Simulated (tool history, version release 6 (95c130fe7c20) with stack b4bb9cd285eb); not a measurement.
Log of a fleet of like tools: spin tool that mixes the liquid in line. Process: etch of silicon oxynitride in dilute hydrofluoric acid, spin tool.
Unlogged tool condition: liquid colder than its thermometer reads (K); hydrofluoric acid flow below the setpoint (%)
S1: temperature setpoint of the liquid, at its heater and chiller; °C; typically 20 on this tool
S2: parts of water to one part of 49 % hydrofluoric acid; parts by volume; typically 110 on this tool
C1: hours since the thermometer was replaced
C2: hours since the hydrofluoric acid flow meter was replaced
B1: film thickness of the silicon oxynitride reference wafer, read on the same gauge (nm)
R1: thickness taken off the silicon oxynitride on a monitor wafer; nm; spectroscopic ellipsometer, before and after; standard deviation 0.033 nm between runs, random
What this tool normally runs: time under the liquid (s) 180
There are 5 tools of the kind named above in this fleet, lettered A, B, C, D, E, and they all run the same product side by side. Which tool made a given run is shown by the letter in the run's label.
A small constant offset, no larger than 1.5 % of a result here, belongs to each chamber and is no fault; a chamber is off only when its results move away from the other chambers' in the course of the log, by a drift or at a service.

run 1B hour=4.7 | S1=20 S2=110 time_under_the_liquid_(s)=180 | C1=437.1 C2=181.9 | B1=39.983 | R1=2.9107
run 2C hour=10.6 | S1=20 S2=110 time_under_the_liquid_(s)=180 | C1=1306.9 C2=231 | B1=40.001 | R1=2.8621
run 3A hour=14.3 | S1=20 S2=110 time_under_the_liquid_(s)=180 | C1=768.3 C2=1502.6 | B1=40.004 | R1=2.8411
run 4E hour=17.7 | S1=20 S2=110 time_under_the_liquid_(s)=180 | C1=185 C2=340.4 | B1=40.019 | R1=2.8024
run 5D hour=23 | S1=20 S2=110 time_under_the_liquid_(s)=180 | C1=251.3 C2=1714.2 | B1=39.996 | R1=2.8486
run 6B hour=28.5 | S1=20 S2=110 time_under_the_liquid_(s)=180 | C1=460.9 C2=205.7 | B1=40.009 | R1=2.9366
run 7C hour=31.5 | S1=24.5 S2=110 time_under_the_liquid_(s)=240 | C1=1327.8 C2=251.9 | B1=40.04 | R1=4.7912
run 8E hour=34.9 | S1=24.5 S2=110 time_under_the_liquid_(s)=240 | C1=202.2 C2=357.6 | B1=40.007 | R1=4.609
run 9D hour=40 | S1=24.5 S2=110 time_under_the_liquid_(s)=240 | C1=268.3 C2=1731.2 | B1=39.993 | R1=4.7571
run 10A hour=45.6 | S1=24.5 S2=110 time_under_the_liquid_(s)=240 | C1=799.6 C2=1533.9 | B1=39.989 | R1=4.661
run 11A hour=50.8 | S1=24.5 S2=110 time_under_the_liquid_(s)=240 | C1=804.8 C2=1539.1 | B1=39.986 | R1=4.733
run 12E hour=56.4 | S1=20 S2=110 time_under_the_liquid_(s)=180 | C1=223.7 C2=379.1 | B1=39.998 | R1=2.6889
run 13B hour=60.3 | S1=20 S2=110 time_under_the_liquid_(s)=180 | C1=492.7 C2=237.5 | B1=40.013 | R1=2.9114
run 14C hour=64.6 | S1=20 S2=110 time_under_the_liquid_(s)=180 | C1=1360.9 C2=285 | B1=40.006 | R1=2.8628
run 15D hour=67.2 | S1=20 S2=110 time_under_the_liquid_(s)=180 | C1=295.5 C2=1758.4 | B1=39.98 | R1=2.8677
run 16C hour=72.2 | S1=20 S2=110 time_under_the_liquid_(s)=180 | C1=1368.5 C2=292.6 | B1=39.986 | R1=2.8937
run 17E hour=76.6 | S1=20 S2=110 time_under_the_liquid_(s)=180 | C1=243.9 C2=399.3 | B1=40.013 | R1=2.723
run 18B hour=80.5 | S1=20 S2=110 time_under_the_liquid_(s)=180 | C1=512.9 C2=257.7 | B1=40.001 | R1=2.9542
run 19A hour=86.2 | S1=20 S2=110 time_under_the_liquid_(s)=180 | C1=840.2 C2=1574.5 | B1=39.995 | R1=2.8645
run 20D hour=90.1 | S1=20 S2=110 time_under_the_liquid_(s)=180 | C1=318.4 C2=1781.3 | B1=40.007 | R1=2.877
run 21D hour=96 | S1=20 S2=110 time_under_the_liquid_(s)=180 | C1=324.3 C2=1787.2 | B1=40 | R1=2.8905
run 22E hour=101 | S1=20 S2=110 time_under_the_liquid_(s)=180 | C1=268.3 C2=423.7 | B1=39.993 | R1=2.5997
run 23A hour=104.2 | S1=20 S2=110 time_under_the_liquid_(s)=180 | C1=858.2 C2=1592.5 | B1=39.994 | R1=2.8586
run 24B hour=109.8 | S1=20 S2=110 time_under_the_liquid_(s)=180 | C1=542.2 C2=287 | B1=40.039 | R1=2.8742
-- hour=112.7 chamber A: thermometer replaced
run 25C hour=113.8 | S1=20 S2=110 time_under_the_liquid_(s)=180 | C1=1410.1 C2=334.2 | B1=40.02 | R1=2.8923
run 26B hour=119.5 | S1=20 S2=110 time_under_the_liquid_(s)=180 | C1=551.9 C2=296.7 | B1=40.001 | R1=2.8634
run 27A hour=123 | S1=20 S2=110 time_under_the_liquid_(s)=180 | C1=10.4 C2=1611.3 | B1=40.014 | R1=2.8705
run 28C hour=127.2 | S1=20 S2=110 time_under_the_liquid_(s)=180 | C1=1423.5 C2=347.6 | B1=40.014 | R1=2.958
run 29E hour=132.3 | S1=20 S2=110 time_under_the_liquid_(s)=180 | C1=299.6 C2=455 | B1=40.008 | R1=2.5967
run 30D hour=136.8 | S1=23 S2=110 time_under_the_liquid_(s)=180 | C1=365.1 C2=1828 | B1=40.007 | R1=3.3208
run 31C hour=140.4 | S1=23 S2=110 time_under_the_liquid_(s)=180 | C1=1436.7 C2=360.8 | B1=40 | R1=3.3404

The same settings go to every chamber for the next run, one line per chamber below. Forecast the results for each:
run 32A hour=144.8 | S1=20 S2=110 time_under_the_liquid_(s)=180 | R1=?
run 32B hour=144.8 | S1=20 S2=110 time_under_the_liquid_(s)=180 | R1=?
run 32C hour=144.8 | S1=20 S2=110 time_under_the_liquid_(s)=180 | R1=?
run 32D hour=144.8 | S1=20 S2=110 time_under_the_liquid_(s)=180 | R1=?
run 32E hour=144.8 | S1=20 S2=110 time_under_the_liquid_(s)=180 | R1=?

run=32A R1=2.8483
run=32B R1=2.8885
run=32C R1=2.9139
run=32D R1=2.8189
run=32E R1=2.5248

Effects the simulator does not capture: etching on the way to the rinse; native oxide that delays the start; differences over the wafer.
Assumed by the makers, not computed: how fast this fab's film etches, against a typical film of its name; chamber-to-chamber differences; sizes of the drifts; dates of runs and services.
